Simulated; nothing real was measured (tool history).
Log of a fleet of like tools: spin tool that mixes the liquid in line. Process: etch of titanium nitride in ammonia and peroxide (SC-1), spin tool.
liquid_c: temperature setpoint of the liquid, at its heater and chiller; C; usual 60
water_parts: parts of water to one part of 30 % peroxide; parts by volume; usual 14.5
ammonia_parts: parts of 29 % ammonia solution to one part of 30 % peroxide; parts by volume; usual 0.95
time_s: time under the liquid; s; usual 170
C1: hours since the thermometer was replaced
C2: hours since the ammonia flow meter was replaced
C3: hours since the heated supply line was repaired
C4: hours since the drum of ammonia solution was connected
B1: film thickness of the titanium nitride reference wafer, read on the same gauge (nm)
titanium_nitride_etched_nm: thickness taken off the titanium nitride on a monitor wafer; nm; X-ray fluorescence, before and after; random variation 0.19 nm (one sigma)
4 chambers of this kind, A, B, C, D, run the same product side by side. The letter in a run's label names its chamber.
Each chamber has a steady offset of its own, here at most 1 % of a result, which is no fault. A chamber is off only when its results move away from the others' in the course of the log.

{"run": "1B", "day": 0.192, "liquid_c": 60, "water_parts": 14.5, "ammonia_parts": 0.95, "time_s": 170, "C1": 126.2, "C2": 850.3, "C3": 544.5, "C4": 319, "B1": 130, "titanium_nitride_etched_nm": 23.234}
{"day": 0.475, "done": "chamber B: new drum of ammonia solution connected"}
{"run": "2D", "day": 0.488, "liquid_c": 60, "water_parts": 14.5, "ammonia_parts": 0.95, "time_s": 170, "C1": 775.2, "C2": 1293, "C3": 1365.5, "C4": 123.3, "B1": 130.01, "titanium_nitride_etched_nm": 23.657}
{"run": "3A", "day": 0.692, "liquid_c": 60, "water_parts": 14.5, "ammonia_parts": 0.95, "time_s": 170, "C1": 227.7, "C2": 1026.6, "C3": 1543, "C4": 182.1, "B1": 130, "titanium_nitride_etched_nm": 23.519}
{"run": "4C", "day": 1.038, "liquid_c": 60, "water_parts": 14.5, "ammonia_parts": 0.95, "time_s": 170, "C1": 2473.4, "C2": 392.4, "C3": 965.2, "C4": 520.6, "B1": 129.97, "titanium_nitride_etched_nm": 23.245}
{"run": "5B", "day": 1.262, "liquid_c": 60, "water_parts": 14.5, "ammonia_parts": 0.95, "time_s": 170, "C1": 151.9, "C2": 876, "C3": 570.2, "C4": 19, "B1": 130.04, "titanium_nitride_etched_nm": 23.606}
{"run": "6D", "day": 1.538, "liquid_c": 60, "water_parts": 14.5, "ammonia_parts": 0.95, "time_s": 170, "C1": 800.4, "C2": 1318.2, "C3": 1390.7, "C4": 148.5, "B1": 130.01, "titanium_nitride_etched_nm": 23.219}
{"run": "7C", "day": 1.938, "liquid_c": 60, "water_parts": 14.5, "ammonia_parts": 0.95, "time_s": 170, "C1": 2495, "C2": 414, "C3": 986.8, "C4": 542.2, "B1": 129.98, "titanium_nitride_etched_nm": 23.342}
{"run": "8A", "day": 2.121, "liquid_c": 60, "water_parts": 14.5, "ammonia_parts": 0.95, "time_s": 170, "C1": 262, "C2": 1060.9, "C3": 1577.3, "C4": 216.4, "B1": 129.99, "titanium_nitride_etched_nm": 23.953}
{"day": 2.279, "done": "chamber B: heated supply line repaired"}
{"run": "9B", "day": 2.35, "liquid_c": 60, "water_parts": 14.5, "ammonia_parts": 0.95, "time_s": 170, "C1": 178, "C2": 902.1, "C3": 1.7, "C4": 45.1, "B1": 129.97, "titanium_nitride_etched_nm": 23.495}
{"run": "10A", "day": 2.625, "liquid_c": 60, "water_parts": 14.5, "ammonia_parts": 0.95, "time_s": 170, "C1": 274.1, "C2": 1073, "C3": 1589.4, "C4": 228.5, "B1": 129.98, "titanium_nitride_etched_nm": 23.767}
{"day": 2.896, "done": "chamber C: ammonia flow meter replaced"}
{"run": "11C", "day": 2.896, "liquid_c": 60, "water_parts": 14.5, "ammonia_parts": 0.95, "time_s": 170, "C1": 2518, "C2": 0, "C3": 1009.8, "C4": 565.2, "B1": 130.03, "titanium_nitride_etched_nm": 23.551}
{"day": 2.942, "done": "chamber B: ammonia flow meter replaced"}
{"run": "12D", "day": 3.162, "liquid_c": 60, "water_parts": 14.5, "ammonia_parts": 0.95, "time_s": 170, "C1": 839.4, "C2": 1357.2, "C3": 1429.7, "C4": 187.5, "B1": 129.99, "titanium_nitride_etched_nm": 23.607}
{"run": "13C", "day": 3.546, "liquid_c": 60, "water_parts": 14.5, "ammonia_parts": 0.95, "time_s": 170, "C1": 2533.6, "C2": 15.6, "C3": 1025.4, "C4": 580.8, "B1": 130.01, "titanium_nitride_etched_nm": 23.939}
{"run": "14B", "day": 3.833, "liquid_c": 60, "water_parts": 14.5, "ammonia_parts": 0.95, "time_s": 170, "C1": 213.6, "C2": 21.4, "C3": 37.3, "C4": 80.7, "B1": 129.99, "titanium_nitride_etched_nm": 23.351}
{"run": "15A", "day": 4.008, "liquid_c": 60, "water_parts": 14.5, "ammonia_parts": 0.95, "time_s": 240, "C1": 307.3, "C2": 1106.2, "C3": 1622.6, "C4": 261.7, "B1": 130.01, "titanium_nitride_etched_nm": 32.726}
{"run": "16D", "day": 4.354, "liquid_c": 60, "water_parts": 14.5, "ammonia_parts": 0.95, "time_s": 240, "C1": 868, "C2": 1385.8, "C3": 1458.3, "C4": 216.1, "B1": 130.04, "titanium_nitride_etched_nm": 33.317}
{"run": "17C", "day": 4.629, "liquid_c": 60, "water_parts": 14.5, "ammonia_parts": 0.95, "time_s": 240, "C1": 2559.6, "C2": 41.6, "C3": 1051.4, "C4": 606.8, "B1": 129.99, "titanium_nitride_etched_nm": 33.278}
{"run": "18A", "day": 4.979, "liquid_c": 60, "water_parts": 14.5, "ammonia_parts": 0.95, "time_s": 240, "C1": 330.6, "C2": 1129.5, "C3": 1645.9, "C4": 285, "B1": 130.02, "titanium_nitride_etched_nm": 31.626}
{"run": "19D", "day": 5.171, "liquid_c": 60, "water_parts": 14.5, "ammonia_parts": 0.95, "time_s": 170, "C1": 887.6, "C2": 1405.4, "C3": 1477.9, "C4": 235.7, "B1": 130, "titanium_nitride_etched_nm": 23.254}
{"run": "20B", "day": 5.383, "liquid_c": 60, "water_parts": 14.5, "ammonia_parts": 0.95, "time_s": 170, "C1": 250.8, "C2": 58.6, "C3": 74.5, "C4": 117.9, "B1": 129.99, "titanium_nitride_etched_nm": 23.564}
{"run": "21A", "day": 5.696, "liquid_c": 60, "water_parts": 14.5, "ammonia_parts": 0.95, "time_s": 170, "C1": 347.8, "C2": 1146.7, "C3": 1663.1, "C4": 302.2, "B1": 130.01, "titanium_nitride_etched_nm": 22.104}
{"run": "22C", "day": 6.054, "liquid_c": 60, "water_parts": 14.5, "ammonia_parts": 0.95, "time_s": 170, "C1": 2593.8, "C2": 75.8, "C3": 1085.6, "C4": 641, "B1": 129.97, "titanium_nitride_etched_nm": 23.613}
{"run": "23D", "day": 6.275, "liquid_c": 60, "water_parts": 14.5, "ammonia_parts": 0.95, "time_s": 170, "C1": 914.1, "C2": 1431.9, "C3": 1504.4, "C4": 262.2, "B1": 130.02, "titanium_nitride_etched_nm": 23.492}
{"run": "24B", "day": 6.533, "liquid_c": 60, "water_parts": 14.5, "ammonia_parts": 0.95, "time_s": 170, "C1": 278.4, "C2": 86.2, "C3": 102.1, "C4": 145.5, "B1": 130, "titanium_nitride_etched_nm": 23.294}
{"run": "25D", "day": 6.8, "liquid_c": 60, "water_parts": 14.5, "ammonia_parts": 0.95, "time_s": 170, "C1": 926.7, "C2": 1444.5, "C3": 1517, "C4": 274.8, "B1": 130, "titanium_nitride_etched_nm": 23.624}
{"run": "26C", "day": 7.2, "liquid_c": 60, "water_parts": 14.5, "ammonia_parts": 0.95, "time_s": 170, "C1": 2621.3, "C2": 103.3, "C3": 1113.1, "C4": 668.5, "B1": 130.01, "titanium_nitride_etched_nm": 23.565}
{"run": "27A", "day": 7.433, "liquid_c": 60, "water_parts": 14.5, "ammonia_parts": 0.95, "time_s": 170, "C1": 389.5, "C2": 1188.4, "C3": 1704.8, "C4": 343.9, "B1": 129.98, "titanium_nitride_etched_nm": 21.683}
{"run": "28B", "day": 7.733, "liquid_c": 60, "water_parts": 14.5, "ammonia_parts": 0.95, "time_s": 170, "C1": 307.2, "C2": 115, "C3": 130.9, "C4": 174.3, "B1": 130.02, "titanium_nitride_etched_nm": 23.413}
{"run": "29A", "day": 7.921, "liquid_c": 60, "water_parts": 14.5, "ammonia_parts": 0.95, "time_s": 170, "C1": 401.2, "C2": 1200.1, "C3": 1716.5, "C4": 355.6, "B1": 130, "titanium_nitride_etched_nm": 21.406}
{"run": "30C", "day": 8.183, "liquid_c": 60, "water_parts": 14.5, "ammonia_parts": 0.95, "time_s": 170, "C1": 2644.9, "C2": 126.9, "C3": 1136.7, "C4": 692.1, "B1": 130, "titanium_nitride_etched_nm": 23.344}
{"run": "31D", "day": 8.371, "liquid_c": 60, "water_parts": 14.5, "ammonia_parts": 0.95, "time_s": 170, "C1": 964.4, "C2": 1482.2, "C3": 1554.7, "C4": 312.5, "B1": 130.01, "titanium_nitride_etched_nm": 23.668}
{"run": "32B", "day": 8.688, "liquid_c": 60, "water_parts": 14.5, "ammonia_parts": 0.95, "time_s": 170, "C1": 330.1, "C2": 137.9, "C3": 153.8, "C4": 197.2, "B1": 130, "titanium_nitride_etched_nm": 23.239}
{"run": "33D", "day": 8.971, "liquid_c": 60, "water_parts": 14.5, "ammonia_parts": 0.95, "time_s": 170, "C1": 978.8, "C2": 1496.6, "C3": 1569.1, "C4": 326.9, "B1": 129.98, "titanium_nitride_etched_nm": 23.689}

Next, every chamber runs the same settings. What will each give?
{"run": "34A", "day": 9.262, "liquid_c": 60, "water_parts": 14.5, "ammonia_parts": 0.95, "time_s": 170, "titanium_nitride_etched_nm": "?"}
{"run": "34B", "day": 9.262, "liquid_c": 60, "water_parts": 14.5, "ammonia_parts": 0.95, "time_s": 170, "titanium_nitride_etched_nm": "?"}
{"run": "34C", "day": 9.262, "liquid_c": 60, "water_parts": 14.5, "ammonia_parts": 0.95, "time_s": 170, "titanium_nitride_etched_nm": "?"}
{"run": "34D", "day": 9.262, "liquid_c": 60, "water_parts": 14.5, "ammonia_parts": 0.95, "time_s": 170, "titanium_nitride_etched_nm": "?"}

run=34A titanium_nitride_etched_nm=20.833
run=34B titanium_nitride_etched_nm=23.454
run=34C titanium_nitride_etched_nm=23.438
run=34D titanium_nitride_etched_nm=23.206

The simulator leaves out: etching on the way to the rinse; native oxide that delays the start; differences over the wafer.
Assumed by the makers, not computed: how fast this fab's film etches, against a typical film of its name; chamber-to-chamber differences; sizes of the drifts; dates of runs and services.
